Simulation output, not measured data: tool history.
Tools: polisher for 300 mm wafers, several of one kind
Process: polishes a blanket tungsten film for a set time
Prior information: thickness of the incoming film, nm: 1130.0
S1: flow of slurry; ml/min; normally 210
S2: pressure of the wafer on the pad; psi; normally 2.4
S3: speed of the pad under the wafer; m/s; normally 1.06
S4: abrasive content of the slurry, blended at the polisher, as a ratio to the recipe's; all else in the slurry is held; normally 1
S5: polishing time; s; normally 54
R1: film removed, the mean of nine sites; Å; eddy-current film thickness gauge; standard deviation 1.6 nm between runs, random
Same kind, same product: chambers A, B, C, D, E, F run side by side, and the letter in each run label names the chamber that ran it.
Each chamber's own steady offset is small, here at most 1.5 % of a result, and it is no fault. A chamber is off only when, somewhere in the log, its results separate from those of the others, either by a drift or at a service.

run	hour	S1	S2	S3	S4	S5	R1
1B	5.4	210	2.4	1.06	1	54	1586.1
# hour 10.7: chamber B: worn pad replaced by a new one
2C	12	210	2.4	1.06	1	54	1597.7
# hour 12.3: chamber D: slurry tank refilled with fresh slurry and peroxide
# hour 16.3: chamber A: worn pad replaced by a new one
3F	16.3	210	2.4	1.06	1	54	1608.6
# hour 17: chamber F: worn pad replaced by a new one
# hour 18.3: chamber E: slurry tank refilled with fresh slurry and peroxide
# hour 19.7: chamber B: head pressure recalibrated
4D	20.2	210	2.4	1.06	1	54	1605.5
# hour 22.6: chamber E: worn pad replaced by a new one
5E	26.1	210	2.4	1.06	1	54	1631.7
# hour 26.7: chamber F: slurry tank refilled with fresh slurry and peroxide
6A	31.9	210	2.4	1.06	1	54	1602.2
# hour 32.2: chamber A: slurry tank refilled with fresh slurry and peroxide
# hour 36.3: chamber D: worn pad replaced by a new one
7B	36.9	210	2.4	1.06	1	65	1945.8
# hour 41.5: chamber C: slurry nozzle cleaned
8D	42.7	210	2.4	1.06	1	65	1949.5
9E	47.6	210	2.4	1.06	1	65	1949.6
10A	51.6	210	2.4	1.06	1	65	1941.3
# hour 52.2: chamber C: worn pad replaced by a new one
# hour 52.4: chamber D: slurry nozzle cleaned
# hour 54.1: chamber D: slurry tank refilled with fresh slurry and peroxide
11C	56.2	210	2.4	1.06	1	65	1906.9
12F	63.2	210	2.4	1.06	1	65	1914
13E	66.3	210	2.4	1.06	1	65	1970.9
# hour 66.7: chamber E: slurry tank refilled with fresh slurry and peroxide
14A	72.7	210	2.4	1.06	1	65	1921.1
# hour 75.6: chamber B: slurry tank refilled with fresh slurry and peroxide
15B	75.7	210	2.4	1.06	1	65	1950.4
# hour 77.9: chamber F: slurry tank refilled with fresh slurry and peroxide
# hour 79.8: chamber C: slurry tank refilled with fresh slurry and peroxide
16D	80.9	210	2.4	1.06	1	65	1933.6
# hour 84.1: chamber F: worn pad replaced by a new one
17C	84.3	210	2.4	1.06	1	65	1925.3
# hour 84.7: chamber B: slurry blender recalibrated
# hour 85.7: chamber C: head pressure recalibrated
# hour 86: chamber D: worn pad replaced by a new one
# hour 87.3: chamber F: head pressure recalibrated
18F	88.1	210	2.4	1.06	1	65	2038.1
# hour 93.5: chamber F: slurry blender recalibrated
19A	94.5	210	2.4	1.06	1	54	1599
# hour 95.1: chamber E: slurry blender recalibrated
20F	98.1	185	2.9	1.06	1	54	2005.6
# hour 100.9: chamber D: slurry tank refilled with fresh slurry and peroxide
21D	101.2	185	2.9	1.06	1	54	1903.8
# hour 102.1: chamber B: worn pad replaced by a new one
# hour 102.3: chamber A: worn pad replaced by a new one
22E	108.2	185	2.9	1.06	1	54	1911.2
# hour 109.5: chamber E: worn pad replaced by a new one
23B	113.3	185	2.9	1.06	1	54	1912
# hour 114.4: chamber E: slurry tank refilled with fresh slurry and peroxide
24C	117.5	185	2.9	1.06	1	54	1882.1
25E	120.7	185	2.9	1.06	1	54	1890.9
# hour 125: chamber F: slurry tank refilled with fresh slurry and peroxide
26F	126.4	210	2.4	1.06	1	54	1663.1
27C	129.7	210	2.1	1.06	1	54	1426.1
# hour 132.5: chamber D: worn pad replaced by a new one
28D	136.2	210	2.1	1.06	1	54	1383.5
# hour 137.9: chamber D: slurry tank refilled with fresh slurry and peroxide
29A	142.2	210	2.1	1.06	1	54	1386.8
# hour 144.2: chamber C: worn pad replaced by a new one
30B	146.6	210	2.1	1.06	1	54	1404.8
31B	152.8	210	2.1	1.06	1	54	1422.1
# hour 154: chamber F: worn pad replaced by a new one
# hour 154.2: chamber A: slurry nozzle cleaned
32A	156.3	210	2.1	1.06	1	54	1407.7
# hour 157.1: chamber E: slurry tank refilled with fresh slurry and peroxide
33C	162.5	210	2.4	1.06	1	54	1591.2
# hour 162.8: chamber C: slurry tank refilled with fresh slurry and peroxide
34D	167.6	210	2.4	1.06	1	54	1597.9
35E	174.6	210	2.4	1.06	1	54	1607
# hour 177.4: chamber F: slurry tank refilled with fresh slurry and peroxide
# hour 178.2: chamber D: worn pad replaced by a new one
36F	180.6	210	2.4	1.06	1	54	1724
# hour 180.8: chamber D: slurry tank refilled with fresh slurry and peroxide
37B	187	210	2.4	1.06	1.1	54	1667.1
38A	191.9	210	2.4	1.06	1.1	54	1639.6
# hour 197.4: chamber E: slurry blender recalibrated
39E	198	210	2.4	1.06	1.1	54	1669.4
40D	202.6	210	2.4	1.06	1.1	54	1663.5
41C	207.6	210	2.4	1.06	1.1	54	1638.3

The same settings go to every chamber for the next run, one line per chamber below. Forecast the results for each:
42A	212.6	210	2.4	1.06	1	54	?
42B	212.6	210	2.4	1.06	1	54	?
42C	212.6	210	2.4	1.06	1	54	?
42D	212.6	210	2.4	1.06	1	54	?
42E	212.6	210	2.4	1.06	1	54	?
42F	212.6	210	2.4	1.06	1	54	?

run	R1
42A	1607.9
42B	1568.8
42C	1599
42D	1603
42E	1627
42F	1683.9
